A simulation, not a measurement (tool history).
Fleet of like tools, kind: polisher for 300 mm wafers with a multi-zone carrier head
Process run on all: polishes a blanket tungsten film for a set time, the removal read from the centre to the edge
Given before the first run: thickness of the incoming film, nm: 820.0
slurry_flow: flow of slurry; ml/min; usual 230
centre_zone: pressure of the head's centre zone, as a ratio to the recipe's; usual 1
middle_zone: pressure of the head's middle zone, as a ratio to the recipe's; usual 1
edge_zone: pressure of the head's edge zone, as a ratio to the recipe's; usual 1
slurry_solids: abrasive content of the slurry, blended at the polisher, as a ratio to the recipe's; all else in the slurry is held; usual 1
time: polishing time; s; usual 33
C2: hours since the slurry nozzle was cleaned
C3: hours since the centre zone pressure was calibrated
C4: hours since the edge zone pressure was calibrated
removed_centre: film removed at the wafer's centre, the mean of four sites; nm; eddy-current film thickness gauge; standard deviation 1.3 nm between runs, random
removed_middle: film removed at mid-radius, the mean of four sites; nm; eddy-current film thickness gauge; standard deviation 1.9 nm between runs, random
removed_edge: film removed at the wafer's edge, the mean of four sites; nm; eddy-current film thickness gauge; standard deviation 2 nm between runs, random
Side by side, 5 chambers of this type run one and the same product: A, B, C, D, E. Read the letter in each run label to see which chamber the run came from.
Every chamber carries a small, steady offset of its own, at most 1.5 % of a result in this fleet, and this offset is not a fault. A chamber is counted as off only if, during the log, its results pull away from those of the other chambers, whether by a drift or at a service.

{"run": "1A", "hour": 2.6, "slurry_flow": 230, "centre_zone": 1, "middle_zone": 1, "edge_zone": 1, "slurry_solids": 1, "time": 33, "wafers polished on this pad": 371, "C2": 393.6, "C3": 559.6, "C4": 63.9, "removed_centre": 143.59, "removed_middle": 140.63, "removed_edge": 144.95}
{"run": "2D", "hour": 4.5, "slurry_flow": 230, "centre_zone": 1, "middle_zone": 1, "edge_zone": 1, "slurry_solids": 1, "time": 33, "wafers polished on this pad": 1253, "C2": 680.5, "C3": 167.5, "C4": 397.2, "removed_centre": 144.71, "removed_middle": 144.92, "removed_edge": 146.27}
{"run": "3B", "hour": 6.7, "slurry_flow": 230, "centre_zone": 1, "middle_zone": 1, "edge_zone": 1, "slurry_solids": 1, "time": 33, "wafers polished on this pad": 410, "C2": 461, "C3": 327.8, "C4": 374.1, "removed_centre": 143.65, "removed_middle": 146.72, "removed_edge": 146.22}
{"run": "4E", "hour": 10.3, "slurry_flow": 230, "centre_zone": 1, "middle_zone": 1, "edge_zone": 1, "slurry_solids": 1, "time": 33, "wafers polished on this pad": 218, "C2": 35, "C3": 874.3, "C4": 1062.7, "removed_centre": 143.03, "removed_middle": 146.26, "removed_edge": 147.08}
{"run": "5C", "hour": 12.9, "slurry_flow": 230, "centre_zone": 1, "middle_zone": 1, "edge_zone": 1, "slurry_solids": 1, "time": 33, "wafers polished on this pad": 1047, "C2": 155.5, "C3": 227.9, "C4": 235.6, "removed_centre": 144.43, "removed_middle": 144.45, "removed_edge": 140.73}
{"run": "6A", "hour": 14.8, "slurry_flow": 230, "centre_zone": 1, "middle_zone": 1, "edge_zone": 1, "slurry_solids": 1, "time": 33, "wafers polished on this pad": 539, "C2": 405.8, "C3": 571.8, "C4": 76.1, "removed_centre": 143.72, "removed_middle": 147.25, "removed_edge": 148.45}
{"run": "7B", "hour": 19.0, "slurry_flow": 230, "centre_zone": 1, "middle_zone": 1, "edge_zone": 1, "slurry_solids": 1, "time": 33, "wafers polished on this pad": 580, "C2": 473.3, "C3": 340.1, "C4": 386.4, "removed_centre": 144.04, "removed_middle": 143.26, "removed_edge": 146.51}
{"run": "8D", "hour": 22.4, "slurry_flow": 230, "centre_zone": 1, "middle_zone": 1.04, "edge_zone": 1, "slurry_solids": 1, "time": 33, "wafers polished on this pad": 1500, "C2": 698.4, "C3": 185.4, "C4": 415.1, "removed_centre": 143.57, "removed_middle": 150.98, "removed_edge": 147.9}
{"hour": 25.4, "done": "chamber C: worn pad replaced by a new one"}
{"hour": 26.3, "done": "chamber D: worn pad replaced by a new one"}
{"run": "9C", "hour": 26.3, "slurry_flow": 230, "centre_zone": 1, "middle_zone": 1.04, "edge_zone": 1, "slurry_solids": 1, "time": 33, "wafers polished on this pad": 12, "C2": 168.9, "C3": 241.3, "C4": 249, "removed_centre": 146.02, "removed_middle": 150.28, "removed_edge": 141.97}
{"run": "10E", "hour": 28.8, "slurry_flow": 230, "centre_zone": 1, "middle_zone": 1.04, "edge_zone": 1, "slurry_solids": 1, "time": 33, "wafers polished on this pad": 473, "C2": 53.5, "C3": 892.8, "C4": 1081.2, "removed_centre": 144.23, "removed_middle": 147.46, "removed_edge": 148.35}
{"run": "11A", "hour": 32.4, "slurry_flow": 230, "centre_zone": 1, "middle_zone": 1.04, "edge_zone": 1, "slurry_solids": 1, "time": 33, "wafers polished on this pad": 782, "C2": 423.4, "C3": 589.4, "C4": 93.7, "removed_centre": 142.94, "removed_middle": 146.86, "removed_edge": 147.27}
{"run": "12E", "hour": 35.1, "slurry_flow": 230, "centre_zone": 1, "middle_zone": 1.04, "edge_zone": 1, "slurry_solids": 1, "time": 33, "wafers polished on this pad": 560, "C2": 59.8, "C3": 899.1, "C4": 1087.5, "removed_centre": 143.53, "removed_middle": 149.5, "removed_edge": 145.3}
{"run": "13C", "hour": 37.4, "slurry_flow": 230, "centre_zone": 1, "middle_zone": 1, "edge_zone": 1, "slurry_solids": 1, "time": 33, "wafers polished on this pad": 166, "C2": 180, "C3": 252.4, "C4": 260.1, "removed_centre": 144.88, "removed_middle": 142.64, "removed_edge": 145.3}
{"run": "14D", "hour": 40.5, "slurry_flow": 200, "centre_zone": 1, "middle_zone": 1, "edge_zone": 1, "slurry_solids": 1.3, "time": 33, "wafers polished on this pad": 195, "C2": 716.5, "C3": 203.5, "C4": 433.2, "removed_centre": 151.7, "removed_middle": 156.17, "removed_edge": 150.21}
{"run": "15B", "hour": 44.2, "slurry_flow": 200, "centre_zone": 1, "middle_zone": 1, "edge_zone": 1, "slurry_solids": 1.3, "time": 33, "wafers polished on this pad": 928, "C2": 498.5, "C3": 365.3, "C4": 411.6, "removed_centre": 151.68, "removed_middle": 148.5, "removed_edge": 155.62}
{"run": "16D", "hour": 47.8, "slurry_flow": 200, "centre_zone": 1, "middle_zone": 1, "edge_zone": 1, "slurry_solids": 1.3, "time": 33, "wafers polished on this pad": 296, "C2": 723.8, "C3": 210.8, "C4": 440.5, "removed_centre": 150.5, "removed_middle": 154.21, "removed_edge": 152.34}
{"run": "17E", "hour": 50.1, "slurry_flow": 200, "centre_zone": 1, "middle_zone": 1, "edge_zone": 1, "slurry_solids": 1.3, "time": 33, "wafers polished on this pad": 767, "C2": 74.8, "C3": 914.1, "C4": 1102.5, "removed_centre": 153.37, "removed_middle": 151.31, "removed_edge": 153.7}
{"hour": 51.5, "done": "chamber B: worn pad replaced by a new one"}
{"run": "18B", "hour": 52.7, "slurry_flow": 200, "centre_zone": 1, "middle_zone": 1, "edge_zone": 1, "slurry_solids": 1.3, "time": 33, "wafers polished on this pad": 17, "C2": 507, "C3": 373.8, "C4": 420.1, "removed_centre": 152.61, "removed_middle": 151.78, "removed_edge": 149.25}
{"run": "19C", "hour": 55.2, "slurry_flow": 230, "centre_zone": 1, "middle_zone": 1, "edge_zone": 1, "slurry_solids": 1, "time": 33, "wafers polished on this pad": 411, "C2": 197.8, "C3": 270.2, "C4": 277.9, "removed_centre": 140.81, "removed_middle": 142.77, "removed_edge": 144.61}
{"run": "20A", "hour": 58.8, "slurry_flow": 230, "centre_zone": 1, "middle_zone": 1, "edge_zone": 1, "slurry_solids": 1, "time": 33, "wafers polished on this pad": 1146, "C2": 449.8, "C3": 615.8, "C4": 120.1, "removed_centre": 147.28, "removed_middle": 142.93, "removed_edge": 143.65}
{"hour": 59.2, "done": "chamber E: worn pad replaced by a new one"}
{"run": "21D", "hour": 63.1, "slurry_flow": 230, "centre_zone": 1, "middle_zone": 1, "edge_zone": 1, "slurry_solids": 1, "time": 33, "wafers polished on this pad": 507, "C2": 739.1, "C3": 226.1, "C4": 455.8, "removed_centre": 144.03, "removed_middle": 145.97, "removed_edge": 144.6}
{"hour": 63.2, "done": "chamber A: worn pad replaced by a new one"}
{"run": "22A", "hour": 66.9, "slurry_flow": 230, "centre_zone": 1, "middle_zone": 1, "edge_zone": 1, "slurry_solids": 1, "time": 33, "wafers polished on this pad": 51, "C2": 457.9, "C3": 623.9, "C4": 128.2, "removed_centre": 146.59, "removed_middle": 144.55, "removed_edge": 144.6}
{"run": "23E", "hour": 70.0, "slurry_flow": 230, "centre_zone": 1, "middle_zone": 1, "edge_zone": 1, "slurry_solids": 1, "time": 33, "wafers polished on this pad": 149, "C2": 94.7, "C3": 934, "C4": 1122.4, "removed_centre": 142.68, "removed_middle": 143.53, "removed_edge": 146.41}
{"run": "24B", "hour": 73.2, "slurry_flow": 230, "centre_zone": 1, "middle_zone": 1, "edge_zone": 1, "slurry_solids": 1, "time": 33, "wafers polished on this pad": 299, "C2": 527.5, "C3": 394.3, "C4": 440.6, "removed_centre": 148.79, "removed_middle": 144.88, "removed_edge": 140.54}
{"hour": 74.7, "done": "chamber C: slurry nozzle cleaned"}
{"run": "25C", "hour": 77.2, "slurry_flow": 230, "centre_zone": 1, "middle_zone": 1, "edge_zone": 1, "slurry_solids": 1, "time": 33, "wafers polished on this pad": 715, "C2": 2.6, "C3": 292.2, "C4": 299.9, "removed_centre": 145.29, "removed_middle": 145.43, "removed_edge": 144.76}
{"run": "26B", "hour": 80.8, "slurry_flow": 230, "centre_zone": 1, "middle_zone": 1, "edge_zone": 1, "slurry_solids": 1, "time": 33, "wafers polished on this pad": 404, "C2": 535.1, "C3": 401.9, "C4": 448.2, "removed_centre": 149.28, "removed_middle": 144.05, "removed_edge": 142.26}
{"run": "27E", "hour": 84.6, "slurry_flow": 230, "centre_zone": 1, "middle_zone": 1, "edge_zone": 1, "slurry_solids": 1, "time": 33, "wafers polished on this pad": 350, "C2": 109.3, "C3": 948.6, "C4": 1137, "removed_centre": 146.42, "removed_middle": 144.35, "removed_edge": 148.51}
{"run": "28C", "hour": 87.8, "slurry_flow": 230, "centre_zone": 1, "middle_zone": 1, "edge_zone": 1, "slurry_solids": 1, "time": 33, "wafers polished on this pad": 861, "C2": 13.2, "C3": 302.8, "C4": 310.5, "removed_centre": 142.77, "removed_middle": 145.72, "removed_edge": 146.37}
{"run": "29A", "hour": 90.7, "slurry_flow": 230, "centre_zone": 1, "middle_zone": 1, "edge_zone": 1, "slurry_solids": 1, "time": 33, "wafers polished on this pad": 380, "C2": 481.7, "C3": 647.7, "C4": 152, "removed_centre": 144.76, "removed_middle": 146.54, "removed_edge": 142.32}
{"run": "30D", "hour": 93.3, "slurry_flow": 230, "centre_zone": 1, "middle_zone": 1, "edge_zone": 1, "slurry_solids": 1, "time": 33, "wafers polished on this pad": 924, "C2": 769.3, "C3": 256.3, "C4": 486, "removed_centre": 143.39, "removed_middle": 148.24, "removed_edge": 142.18}
{"run": "31B", "hour": 96.4, "slurry_flow": 230, "centre_zone": 1, "middle_zone": 1, "edge_zone": 1, "slurry_solids": 1, "time": 33, "wafers polished on this pad": 620, "C2": 550.7, "C3": 417.5, "C4": 463.8, "removed_centre": 153.82, "removed_middle": 145.88, "removed_edge": 146.65}
{"run": "32C", "hour": 100.7, "slurry_flow": 230, "centre_zone": 1, "middle_zone": 1, "edge_zone": 1, "slurry_solids": 1, "time": 33, "wafers polished on this pad": 1039, "C2": 26.1, "C3": 315.7, "C4": 323.4, "removed_centre": 144.62, "removed_middle": 146.19, "removed_edge": 144.81}
{"hour": 101.6, "done": "chamber B: slurry nozzle cleaned"}
{"run": "33E", "hour": 103.7, "slurry_flow": 230, "centre_zone": 1, "middle_zone": 1, "edge_zone": 1, "slurry_solids": 1, "time": 33, "wafers polished on this pad": 614, "C2": 128.4, "C3": 967.7, "C4": 1156.1, "removed_centre": 142.8, "removed_middle": 148.08, "removed_edge": 145.1}
{"run": "34D", "hour": 106.1, "slurry_flow": 185, "centre_zone": 1, "middle_zone": 1, "edge_zone": 1, "slurry_solids": 1, "time": 33, "wafers polished on this pad": 1101, "C2": 782.1, "C3": 269.1, "C4": 498.8, "removed_centre": 141.38, "removed_middle": 140.4, "removed_edge": 140.74}
{"hour": 107.4, "done": "chamber C: worn pad replaced by a new one"}
{"run": "35A", "hour": 108.7, "slurry_flow": 185, "centre_zone": 1, "middle_zone": 1, "edge_zone": 1, "slurry_solids": 1, "time": 33, "wafers polished on this pad": 628, "C2": 499.7, "C3": 665.7, "C4": 170, "removed_centre": 143.75, "removed_middle": 138.62, "removed_edge": 141.09}
{"run": "36C", "hour": 111.0, "slurry_flow": 185, "centre_zone": 1, "middle_zone": 1, "edge_zone": 1, "slurry_solids": 1, "time": 33, "wafers polished on this pad": 50, "C2": 36.4, "C3": 326, "C4": 333.7, "removed_centre": 138.3, "removed_middle": 135.89, "removed_edge": 141.05}
{"run": "37B", "hour": 115.0, "slurry_flow": 185, "centre_zone": 1, "middle_zone": 1, "edge_zone": 1, "slurry_solids": 1, "time": 33, "wafers polished on this pad": 876, "C2": 13.5, "C3": 436.1, "C4": 482.4, "removed_centre": 151.03, "removed_middle": 142.43, "removed_edge": 141.28}
{"run": "38D", "hour": 118.5, "slurry_flow": 185, "centre_zone": 1, "middle_zone": 1, "edge_zone": 1, "slurry_solids": 1, "time": 33, "wafers polished on this pad": 1272, "C2": 794.5, "C3": 281.5, "C4": 511.2, "removed_centre": 139.04, "removed_middle": 145.03, "removed_edge": 141.34}
{"run": "39E", "hour": 120.8, "slurry_flow": 230, "centre_zone": 1, "middle_zone": 1, "edge_zone": 1, "slurry_solids": 1, "time": 33, "wafers polished on this pad": 850, "C2": 145.5, "C3": 984.8, "C4": 1173.2, "removed_centre": 144.51, "removed_middle": 147.43, "removed_edge": 147.03}
{"run": "40A", "hour": 125.1, "slurry_flow": 230, "centre_zone": 1, "middle_zone": 1, "edge_zone": 1, "slurry_solids": 1, "time": 33, "wafers polished on this pad": 854, "C2": 516.1, "C3": 682.1, "C4": 186.4, "removed_centre": 144.98, "removed_middle": 143.77, "removed_edge": 142.88}
{"run": "41B", "hour": 127.4, "slurry_flow": 230, "centre_zone": 1, "middle_zone": 1, "edge_zone": 1, "slurry_solids": 1, "time": 33, "wafers polished on this pad": 1047, "C2": 25.9, "C3": 448.5, "C4": 494.8, "removed_centre": 156.66, "removed_middle": 144.82, "removed_edge": 147.68}
{"run": "42E", "hour": 129.7, "slurry_flow": 230, "centre_zone": 1, "middle_zone": 1, "edge_zone": 1, "slurry_solids": 1, "time": 33, "wafers polished on this pad": 972, "C2": 154.4, "C3": 993.7, "C4": 1182.1, "removed_centre": 143.92, "removed_middle": 144.59, "removed_edge": 145.79}

Predict what each chamber gives when all 5 of them run the settings below next.
{"run": "43A", "hour": 132.8, "slurry_flow": 230, "centre_zone": 1, "middle_zone": 1, "edge_zone": 1, "slurry_solids": 1, "time": 33, "removed_centre": "?", "removed_middle": "?", "removed_edge": "?"}
{"run": "43B", "hour": 132.8, "slurry_flow": 230, "centre_zone": 1, "middle_zone": 1, "edge_zone": 1, "slurry_solids": 1, "time": 33, "removed_centre": "?", "removed_middle": "?", "removed_edge": "?"}
{"run": "43C", "hour": 132.8, "slurry_flow": 230, "centre_zone": 1, "middle_zone": 1, "edge_zone": 1, "slurry_solids": 1, "time": 33, "removed_centre": "?", "removed_middle": "?", "removed_edge": "?"}
{"run": "43D", "hour": 132.8, "slurry_flow": 230, "centre_zone": 1, "middle_zone": 1, "edge_zone": 1, "slurry_solids": 1, "time": 33, "removed_centre": "?", "removed_middle": "?", "removed_edge": "?"}
{"run": "43E", "hour": 132.8, "slurry_flow": 230, "centre_zone": 1, "middle_zone": 1, "edge_zone": 1, "slurry_solids": 1, "time": 33, "removed_centre": "?", "removed_middle": "?", "removed_edge": "?"}

run=43A removed_centre=146.7 removed_middle=141.59 removed_edge=145.44
run=43B removed_centre=155.11 removed_middle=144.95 removed_edge=145.44
run=43C removed_centre=145.41 removed_middle=141.64 removed_edge=145.39
run=43D removed_centre=146.56 removed_middle=146.41 removed_edge=148.56
run=43E removed_centre=144.37 removed_middle=146.09 removed_edge=147.4

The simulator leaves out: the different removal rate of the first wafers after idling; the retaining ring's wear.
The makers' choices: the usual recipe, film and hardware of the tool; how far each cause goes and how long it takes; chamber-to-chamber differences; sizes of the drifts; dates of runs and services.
